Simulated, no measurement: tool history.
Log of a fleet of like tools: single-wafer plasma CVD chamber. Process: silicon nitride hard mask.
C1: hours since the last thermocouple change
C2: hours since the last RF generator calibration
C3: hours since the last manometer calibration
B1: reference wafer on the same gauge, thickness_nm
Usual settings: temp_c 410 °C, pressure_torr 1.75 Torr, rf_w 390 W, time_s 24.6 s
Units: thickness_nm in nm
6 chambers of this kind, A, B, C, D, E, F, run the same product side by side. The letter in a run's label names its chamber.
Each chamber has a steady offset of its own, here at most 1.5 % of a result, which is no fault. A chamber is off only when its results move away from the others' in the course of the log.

{"hour": 13.8, "done": "chamber D: capacitance manometer re-zeroed and calibrated"}
{"run": "1F", "hour": 14.7, "temp_c": 410, "pressure_torr": 1.75, "rf_w": 390, "time_s": 24.6, "C1": 392, "C2": 608.9, "C3": 2835.7, "B1": 28.206, "thickness_nm": 33.982}
{"run": "2E", "hour": 30.7, "temp_c": 410, "pressure_torr": 1.75, "rf_w": 390, "time_s": 24.6, "C1": 960.5, "C2": 453.6, "C3": 480.8, "B1": 28.252, "thickness_nm": 34.323}
{"run": "3D", "hour": 46.8, "temp_c": 410, "pressure_torr": 1.75, "rf_w": 390, "time_s": 24.6, "C1": 1164.4, "C2": 572.4, "C3": 33, "B1": 28.204, "thickness_nm": 34.297}
{"hour": 47.1, "done": "chamber C: thermocouple changed; heater temperature recalibrated"}
{"run": "4A", "hour": 59.9, "temp_c": 410, "pressure_torr": 1.75, "rf_w": 390, "time_s": 24.6, "C1": 585.2, "C2": 266.4, "C3": 776.6, "B1": 28.204, "thickness_nm": 34.074}
{"run": "5C", "hour": 71.7, "temp_c": 410, "pressure_torr": 1.75, "rf_w": 390, "time_s": 24.6, "C1": 24.7, "C2": 1449.5, "C3": 1770.6, "B1": 28.201, "thickness_nm": 34.974}
{"run": "6B", "hour": 83.1, "temp_c": 410, "pressure_torr": 1.75, "rf_w": 390, "time_s": 24.6, "C1": 329.8, "C2": 475.7, "C3": 2099.2, "B1": 28.178, "thickness_nm": 34.508}
{"run": "7D", "hour": 99.7, "temp_c": 410, "pressure_torr": 1.75, "rf_w": 390, "time_s": 24.6, "C1": 1217.3, "C2": 625.3, "C3": 85.9, "B1": 28.221, "thickness_nm": 34.304}
{"run": "8A", "hour": 110.4, "temp_c": 410, "pressure_torr": 1.75, "rf_w": 390, "time_s": 24.6, "C1": 635.7, "C2": 316.9, "C3": 827.1, "B1": 28.22, "thickness_nm": 34.203}
{"run": "9C", "hour": 123.8, "temp_c": 410, "pressure_torr": 1.75, "rf_w": 390, "time_s": 24.6, "C1": 76.8, "C2": 1501.6, "C3": 1822.7, "B1": 28.203, "thickness_nm": 34.577}
{"run": "10F", "hour": 131.9, "temp_c": 410, "pressure_torr": 1.75, "rf_w": 390, "time_s": 24.6, "C1": 509.2, "C2": 726.1, "C3": 2952.9, "B1": 28.219, "thickness_nm": 33.847}
{"run": "11E", "hour": 148.2, "temp_c": 410, "pressure_torr": 1.75, "rf_w": 390, "time_s": 24.6, "C1": 1078, "C2": 571.1, "C3": 598.3, "B1": 28.196, "thickness_nm": 34.123}
{"run": "12B", "hour": 163.5, "temp_c": 417, "pressure_torr": 1.75, "rf_w": 390, "time_s": 24.6, "C1": 410.2, "C2": 556.1, "C3": 2179.6, "B1": 28.23, "thickness_nm": 33.976}
{"run": "13C", "hour": 178.3, "temp_c": 417, "pressure_torr": 1.75, "rf_w": 390, "time_s": 24.6, "C1": 131.3, "C2": 1556.1, "C3": 1877.2, "B1": 28.219, "thickness_nm": 34.525}
{"hour": 183.3, "done": "chamber C: RF generator calibrated"}
{"run": "14A", "hour": 190.7, "temp_c": 417, "pressure_torr": 1.75, "rf_w": 390, "time_s": 24.6, "C1": 716, "C2": 397.2, "C3": 907.4, "B1": 28.185, "thickness_nm": 33.85}
{"run": "15F", "hour": 201.8, "temp_c": 417, "pressure_torr": 1.75, "rf_w": 390, "time_s": 24.6, "C1": 579.1, "C2": 796, "C3": 3022.8, "B1": 28.206, "thickness_nm": 33.862}
{"run": "16D", "hour": 211.9, "temp_c": 417, "pressure_torr": 1.75, "rf_w": 390, "time_s": 24.6, "C1": 1329.5, "C2": 737.5, "C3": 198.1, "B1": 28.171, "thickness_nm": 34.101}
{"run": "17B", "hour": 224.7, "temp_c": 417, "pressure_torr": 1.75, "rf_w": 390, "time_s": 24.6, "C1": 471.4, "C2": 617.3, "C3": 2240.8, "B1": 28.183, "thickness_nm": 34.363}
{"run": "18E", "hour": 233.9, "temp_c": 410, "pressure_torr": 1.75, "rf_w": 440, "time_s": 24.6, "C1": 1163.7, "C2": 656.8, "C3": 684, "B1": 28.229, "thickness_nm": 36.667}
{"run": "19E", "hour": 248.1, "temp_c": 410, "pressure_torr": 1.75, "rf_w": 440, "time_s": 24.6, "C1": 1177.9, "C2": 671, "C3": 698.2, "B1": 28.226, "thickness_nm": 36.739}
{"run": "20F", "hour": 259.7, "temp_c": 410, "pressure_torr": 1.75, "rf_w": 440, "time_s": 24.6, "C1": 637, "C2": 853.9, "C3": 3080.7, "B1": 28.177, "thickness_nm": 36.445}
{"run": "21D", "hour": 270.5, "temp_c": 410, "pressure_torr": 1.75, "rf_w": 440, "time_s": 24.6, "C1": 1388.1, "C2": 796.1, "C3": 256.7, "B1": 28.238, "thickness_nm": 36.919}
{"hour": 279.4, "done": "chamber A: capacitance manometer re-zeroed and calibrated"}
{"run": "22A", "hour": 284.0, "temp_c": 410, "pressure_torr": 1.75, "rf_w": 440, "time_s": 24.6, "C1": 809.3, "C2": 490.5, "C3": 4.7, "B1": 28.184, "thickness_nm": 36.429}
{"run": "23C", "hour": 294.2, "temp_c": 410, "pressure_torr": 1.75, "rf_w": 440, "time_s": 24.6, "C1": 247.2, "C2": 110.9, "C3": 1993.1, "B1": 28.184, "thickness_nm": 36.94}
{"run": "24B", "hour": 307.9, "temp_c": 410, "pressure_torr": 1.75, "rf_w": 415, "time_s": 24.6, "C1": 554.6, "C2": 700.5, "C3": 2324, "B1": 28.205, "thickness_nm": 35.445}
{"run": "25C", "hour": 322.3, "temp_c": 410, "pressure_torr": 1.75, "rf_w": 415, "time_s": 24.6, "C1": 275.3, "C2": 139, "C3": 2021.2, "B1": 28.197, "thickness_nm": 35.302}
{"run": "26A", "hour": 337.1, "temp_c": 410, "pressure_torr": 1.75, "rf_w": 415, "time_s": 24.6, "C1": 862.4, "C2": 543.6, "C3": 57.8, "B1": 28.208, "thickness_nm": 35.631}
{"run": "27E", "hour": 347.5, "temp_c": 410, "pressure_torr": 1.75, "rf_w": 415, "time_s": 24.6, "C1": 1277.3, "C2": 770.4, "C3": 797.6, "B1": 28.212, "thickness_nm": 35.556}
{"run": "28D", "hour": 362.9, "temp_c": 410, "pressure_torr": 1.75, "rf_w": 415, "time_s": 24.6, "C1": 1480.5, "C2": 888.5, "C3": 349.1, "B1": 28.168, "thickness_nm": 35.776}
{"run": "29F", "hour": 373.4, "temp_c": 410, "pressure_torr": 1.75, "rf_w": 415, "time_s": 24.6, "C1": 750.7, "C2": 967.6, "C3": 3194.4, "B1": 28.182, "thickness_nm": 35.065}
{"run": "30B", "hour": 381.7, "temp_c": 410, "pressure_torr": 1.75, "rf_w": 390, "time_s": 24.6, "C1": 628.4, "C2": 774.3, "C3": 2397.8, "B1": 28.19, "thickness_nm": 34.314}
{"run": "31B", "hour": 396.6, "temp_c": 410, "pressure_torr": 1.75, "rf_w": 390, "time_s": 24.6, "C1": 643.3, "C2": 789.2, "C3": 2412.7, "B1": 28.174, "thickness_nm": 34.406}
{"hour": 405.9, "done": "chamber F: RF generator calibrated"}
{"run": "32E", "hour": 406.2, "temp_c": 410, "pressure_torr": 1.75, "rf_w": 390, "time_s": 24.6, "C1": 1336, "C2": 829.1, "C3": 856.3, "B1": 28.172, "thickness_nm": 33.956}
{"run": "33C", "hour": 417.8, "temp_c": 410, "pressure_torr": 1.75, "rf_w": 390, "time_s": 24.6, "C1": 370.8, "C2": 234.5, "C3": 2116.7, "B1": 28.206, "thickness_nm": 34.5}
{"run": "34D", "hour": 428.3, "temp_c": 410, "pressure_torr": 1.75, "rf_w": 390, "time_s": 24.6, "C1": 1545.9, "C2": 953.9, "C3": 414.5, "B1": 28.199, "thickness_nm": 34.446}
{"run": "35A", "hour": 439.8, "temp_c": 410, "pressure_torr": 1.75, "rf_w": 390, "time_s": 24.6, "C1": 965.1, "C2": 646.3, "C3": 160.5, "B1": 28.201, "thickness_nm": 34.23}
{"run": "36F", "hour": 447.8, "temp_c": 410, "pressure_torr": 1.75, "rf_w": 390, "time_s": 24.6, "C1": 825.1, "C2": 42, "C3": 3268.8, "B1": 28.191, "thickness_nm": 33.995}
{"hour": 452.4, "done": "chamber D: RF generator calibrated"}
{"hour": 452.7, "done": "chamber E: RF generator calibrated"}
{"run": "37D", "hour": 463.9, "temp_c": 402, "pressure_torr": 1.75, "rf_w": 390, "time_s": 20.8, "C1": 1581.5, "C2": 11.5, "C3": 450.1, "B1": 28.197, "thickness_nm": 29.322}
{"run": "38C", "hour": 473.2, "temp_c": 402, "pressure_torr": 1.75, "rf_w": 390, "time_s": 20.8, "C1": 426.2, "C2": 289.9, "C3": 2172.1, "B1": 28.183, "thickness_nm": 29.317}
{"hour": 475.6, "done": "chamber F: capacitance manometer re-zeroed and calibrated"}
{"run": "39A", "hour": 483.3, "temp_c": 402, "pressure_torr": 1.75, "rf_w": 390, "time_s": 20.8, "C1": 1008.6, "C2": 689.8, "C3": 204, "B1": 28.149, "thickness_nm": 28.921}
{"run": "40E", "hour": 491.9, "temp_c": 402, "pressure_torr": 1.75, "rf_w": 390, "time_s": 20.8, "C1": 1421.7, "C2": 39.3, "C3": 942, "B1": 28.175, "thickness_nm": 28.845}
{"run": "41B", "hour": 507.8, "temp_c": 402, "pressure_torr": 1.75, "rf_w": 390, "time_s": 20.8, "C1": 754.5, "C2": 900.4, "C3": 2523.9, "B1": 28.196, "thickness_nm": 29.234}
{"run": "42F", "hour": 517.3, "temp_c": 402, "pressure_torr": 1.75, "rf_w": 390, "time_s": 20.8, "C1": 894.6, "C2": 111.5, "C3": 41.7, "B1": 28.228, "thickness_nm": 28.684}
{"run": "43B", "hour": 530.2, "temp_c": 410, "pressure_torr": 1.75, "rf_w": 390, "time_s": 24.6, "C1": 776.9, "C2": 922.8, "C3": 2546.3, "B1": 28.192, "thickness_nm": 34.154}

Next, every chamber runs the same settings. What will each give?
{"run": "44A", "hour": 542.1, "temp_c": 399, "pressure_torr": 1.75, "rf_w": 390, "time_s": 24.6, "thickness_nm": "?"}
{"run": "44B", "hour": 542.1, "temp_c": 399, "pressure_torr": 1.75, "rf_w": 390, "time_s": 24.6, "thickness_nm": "?"}
{"run": "44C", "hour": 542.1, "temp_c": 399, "pressure_torr": 1.75, "rf_w": 390, "time_s": 24.6, "thickness_nm": "?"}
{"run": "44D", "hour": 542.1, "temp_c": 399, "pressure_torr": 1.75, "rf_w": 390, "time_s": 24.6, "thickness_nm": "?"}
{"run": "44E", "hour": 542.1, "temp_c": 399, "pressure_torr": 1.75, "rf_w": 390, "time_s": 24.6, "thickness_nm": "?"}
{"run": "44F", "hour": 542.1, "temp_c": 399, "pressure_torr": 1.75, "rf_w": 390, "time_s": 24.6, "thickness_nm": "?"}

run=44A thickness_nm=34.491
run=44B thickness_nm=34.174
run=44C thickness_nm=34.561
run=44D thickness_nm=34.324
run=44E thickness_nm=34.447
run=44F thickness_nm=33.964

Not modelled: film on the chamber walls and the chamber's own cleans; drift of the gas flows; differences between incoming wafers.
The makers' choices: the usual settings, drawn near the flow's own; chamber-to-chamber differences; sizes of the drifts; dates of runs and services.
